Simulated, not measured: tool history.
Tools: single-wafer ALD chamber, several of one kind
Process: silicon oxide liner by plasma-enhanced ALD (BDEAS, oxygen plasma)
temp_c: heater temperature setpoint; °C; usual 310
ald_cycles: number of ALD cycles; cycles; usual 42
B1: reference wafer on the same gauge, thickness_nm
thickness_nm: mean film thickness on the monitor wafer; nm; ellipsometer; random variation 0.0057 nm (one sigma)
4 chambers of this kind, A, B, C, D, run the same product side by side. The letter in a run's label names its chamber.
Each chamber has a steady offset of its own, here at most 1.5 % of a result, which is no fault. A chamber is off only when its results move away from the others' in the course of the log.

Run 1C, day 0.342: usual settings; B1 4.4907. Result: thickness_nm 3.8305 nm.
Run 2A, day 0.692: usual settings; B1 4.4924. Result: thickness_nm 3.8983 nm.
Run 3D, day 1.079: usual settings; B1 4.4925. Result: thickness_nm 3.9060 nm.
Run 4B, day 1.321: usual settings; B1 4.4936. Result: thickness_nm 3.8562 nm.
Run 5A, day 1.562: usual settings; B1 4.4948. Result: thickness_nm 3.8914 nm.
Run 6B, day 1.762: usual settings; B1 4.4959. Result: thickness_nm 3.8664 nm.
Run 7C, day 1.946: usual settings; B1 4.4966. Result: thickness_nm 3.8464 nm.
Run 8D, day 2.254: usual settings; B1 4.4972. Result: thickness_nm 3.9065 nm.
Run 9C, day 2.617: usual settings; B1 4.4984. Result: thickness_nm 3.8407 nm.
Run 10D, day 2.892: usual settings; B1 4.4996. Result: thickness_nm 3.9127 nm.
Run 11A, day 3.254: usual settings but temp_c 304 °C; B1 4.5006. Result: thickness_nm 3.9429 nm.
Run 12B, day 3.629: usual settings but temp_c 304 °C; B1 4.5033. Result: thickness_nm 3.9012 nm.
Run 13B, day 3.883: usual settings but temp_c 304 °C; B1 4.5034. Result: thickness_nm 3.9076 nm.
Run 14C, day 4.158: usual settings but temp_c 304 °C; B1 4.5047. Result: thickness_nm 3.8701 nm.
Run 15A, day 4.496: usual settings; B1 4.5060. Result: thickness_nm 3.9054 nm.
Run 16D, day 4.871: usual settings; B1 4.5096. Result: thickness_nm 3.9186 nm.
Run 17C, day 5.246: usual settings; B1 4.5100. Result: thickness_nm 3.8507 nm.
Run 18D, day 5.604: usual settings; B1 4.5086. Result: thickness_nm 3.9219 nm.
Run 19A, day 5.925: usual settings but ald_cycles 35 cycles; B1 4.5090. Result: thickness_nm 3.2620 nm.
Run 20B, day 6.229: usual settings but ald_cycles 35 cycles; B1 4.5112. Result: thickness_nm 3.2223 nm.
Run 21C, day 6.546: usual settings but ald_cycles 35 cycles; B1 4.5125. Result: thickness_nm 3.1996 nm.
Run 22D, day 6.833: usual settings but ald_cycles 35 cycles; B1 4.5149. Result: thickness_nm 3.2768 nm.
Run 23A, day 7.133: usual settings; B1 4.5158. Result: thickness_nm 3.9234 nm.
Run 24B, day 7.438: usual settings; B1 4.5151. Result: thickness_nm 3.8760 nm.
Run 25C, day 7.621: usual settings; B1 4.5185. Result: thickness_nm 3.8451 nm.

All 4 chambers run these settings next. Forecast each chamber's results:
Run 26A, day 7.904: usual settings. Result: thickness_nm ?.
Run 26B, day 7.904: usual settings. Result: thickness_nm ?.
Run 26C, day 7.904: usual settings. Result: thickness_nm ?.
Run 26D, day 7.904: usual settings. Result: thickness_nm ?.

run  thickness_nm
26A        3.9212
26B        3.8778
26C        3.8484
26D        3.9289
